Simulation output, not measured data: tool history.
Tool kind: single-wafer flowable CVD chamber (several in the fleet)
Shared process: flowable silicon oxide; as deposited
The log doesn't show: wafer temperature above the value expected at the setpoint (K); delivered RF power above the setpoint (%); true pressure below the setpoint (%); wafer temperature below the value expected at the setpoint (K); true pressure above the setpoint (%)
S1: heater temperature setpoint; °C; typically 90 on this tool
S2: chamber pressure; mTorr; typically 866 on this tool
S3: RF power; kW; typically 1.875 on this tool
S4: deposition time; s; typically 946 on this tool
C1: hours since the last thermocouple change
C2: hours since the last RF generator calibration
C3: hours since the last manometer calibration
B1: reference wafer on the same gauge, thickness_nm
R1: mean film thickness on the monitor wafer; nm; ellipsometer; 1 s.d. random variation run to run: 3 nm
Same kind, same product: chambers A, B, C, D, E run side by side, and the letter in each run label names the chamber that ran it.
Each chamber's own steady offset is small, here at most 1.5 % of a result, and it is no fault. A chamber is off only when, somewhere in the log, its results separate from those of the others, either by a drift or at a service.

| run | day | S1 | S2 | S3 | S4 | C1 | C2 | C3 | B1 | R1 |
|---|---|---|---|---|---|---|---|---|---|---|
| 1A | 0.488 | 90 | 866 | 1.875 | 946 | 934.5 | 390.4 | 2240.1 | 721.83 | 878.72 |
| 2D | 0.983 | 90 | 866 | 1.875 | 946 | 759 | 657.4 | 2307 | 721.62 | 888.36 |
| 3C | 1.333 | 90 | 866 | 1.875 | 946 | 2319.1 | 1180.1 | 125.1 | 722.29 | 873.19 |
| 4E | 1.85 | 90 | 866 | 1.875 | 946 | 112.5 | 649.1 | 475 | 721.92 | 873.41 |
| 5B | 2.471 | 90 | 866 | 1.875 | 946 | 307.5 | 885.9 | 644.4 | 722.15 | 868.19 |
| 6C | 2.904 | 90 | 866 | 1.875 | 946 | 2356.8 | 1217.8 | 162.8 | 722.37 | 873.46 |
| 7E | 3.583 | 90 | 866 | 1.875 | 946 | 154.1 | 690.7 | 516.6 | 722.13 | 872.39 |
| 8B | 4.004 | 90 | 866 | 1.875 | 946 | 344.3 | 922.7 | 681.2 | 722.11 | 870.77 |
| 9D | 4.367 | 90 | 866 | 2.02 | 825 | 840.2 | 738.6 | 2388.2 | 721.7 | 785.9 |
| 10A | 4.888 | 90 | 866 | 2.02 | 825 | 1040.1 | 496 | 2345.7 | 722.37 | 777.41 |
| 11B | 5.496 | 90 | 866 | 2.02 | 825 | 380.1 | 958.5 | 717 | 721.66 | 774.94 |
| 12E | 6.15 | 90 | 866 | 2.02 | 825 | 215.7 | 752.3 | 578.2 | 722.33 | 773.54 |
| 13A | 6.65 | 90 | 866 | 2.02 | 825 | 1082.4 | 538.3 | 2388 | 721.65 | 769.81 |
| 14C | 7.288 | 90 | 1038 | 1.73 | 946 | 2462 | 1323 | 268 | 721.9 | 1070.5 |
| 15D | 7.842 | 90 | 1038 | 1.73 | 946 | 923.6 | 822 | 2471.6 | 722.03 | 1086.7 |
| 16E | 8.258 | 90 | 1038 | 1.73 | 946 | 266.3 | 802.9 | 628.8 | 722.27 | 1062.6 |
|  | 8.592 | chamber E: RF generator calibrated |
| 17B | 8.65 | 90 | 1038 | 1.73 | 946 | 455.8 | 1034.2 | 792.7 | 721.71 | 1070.8 |
| 18A | 9.196 | 90 | 1038 | 1.73 | 946 | 1143.5 | 599.4 | 2449.1 | 722.11 | 1076.4 |
| 19D | 9.846 | 90 | 866 | 1.875 | 946 | 971.7 | 870.1 | 2519.7 | 721.85 | 887.71 |
| 20C | 10.45 | 90 | 682 | 1.875 | 1035 | 2537.9 | 1398.9 | 343.9 | 721.66 | 700.44 |
| 21B | 11.075 | 90 | 682 | 1.875 | 1035 | 514 | 1092.4 | 850.9 | 722.23 | 693.26 |
| 22C | 11.433 | 90 | 682 | 1.875 | 1035 | 2561.5 | 1422.5 | 367.5 | 722.03 | 697.65 |
|  | 11.592 | chamber D: capacitance manometer re-zeroed and calibrated |
| 23A | 11.946 | 90 | 682 | 1.875 | 1035 | 1209.5 | 665.4 | 2515.1 | 721.64 | 699.32 |
|  | 12.004 | chamber C: thermocouple changed; heater temperature recalibrated |
| 24D | 12.554 | 90 | 682 | 1.875 | 1035 | 1036.7 | 935.1 | 23.2 | 721.69 | 705.74 |
| 25E | 12.858 | 90 | 682 | 1.875 | 946 | 376.7 | 102.5 | 739.2 | 721.92 | 643.17 |
| 26C | 13.354 | 90 | 682 | 1.875 | 946 | 32.5 | 1468.6 | 413.6 | 721.93 | 640.29 |
| 27A | 13.812 | 90 | 682 | 1.875 | 946 | 1254.3 | 710.2 | 2559.9 | 722.25 | 638.72 |
| 28B | 14.354 | 90 | 682 | 1.875 | 946 | 592.7 | 1171.1 | 929.6 | 722.24 | 633.95 |
| 29E | 14.862 | 90 | 682 | 1.875 | 946 | 424.8 | 150.6 | 787.3 | 721.95 | 643.5 |
| 30D | 15.346 | 90 | 866 | 1.875 | 946 | 1103.7 | 1002.1 | 90.2 | 721.69 | 888.19 |
| 31E | 15.796 | 90 | 866 | 1.875 | 946 | 447.2 | 173 | 809.7 | 721.84 | 873.54 |
| 32D | 16.121 | 90 | 866 | 1.875 | 946 | 1122.3 | 1020.7 | 108.8 | 722.15 | 888.12 |
| 33A | 16.504 | 90 | 866 | 1.875 | 946 | 1318.9 | 774.8 | 2624.5 | 721.78 | 870.93 |
| 34B | 17.029 | 90 | 866 | 1.875 | 946 | 656.9 | 1235.3 | 993.8 | 721.95 | 875.71 |
| 35C | 17.362 | 90 | 866 | 1.875 | 946 | 128.7 | 1564.8 | 509.8 | 722.02 | 871.14 |
| 36B | 17.792 | 96 | 1050 | 1.875 | 946 | 675.2 | 1253.6 | 1012.1 | 722.78 | 907.56 |
| 37C | 18.258 | 96 | 1050 | 1.875 | 946 | 150.2 | 1586.3 | 531.3 | 722.78 | 892.54 |
| 38A | 18.671 | 96 | 1050 | 1.875 | 946 | 1370.9 | 826.8 | 2676.5 | 722.02 | 911.78 |

All chambers now run identical settings, listed one chamber a line with results as question marks. What results will each chamber show?
| 39A | 19.158 | 90 | 866 | 1.875 | 946 |  |  |  |  | ? |
| 39B | 19.158 | 90 | 866 | 1.875 | 946 |  |  |  |  | ? |
| 39C | 19.158 | 90 | 866 | 1.875 | 946 |  |  |  |  | ? |
| 39D | 19.158 | 90 | 866 | 1.875 | 946 |  |  |  |  | ? |
| 39E | 19.158 | 90 | 866 | 1.875 | 946 |  |  |  |  | ? |

| run | R1 |
|---|---|
| 39A | 872.51 |
| 39B | 872.58 |
| 39C | 871.81 |
| 39D | 889.1 |
| 39E | 875.19 |
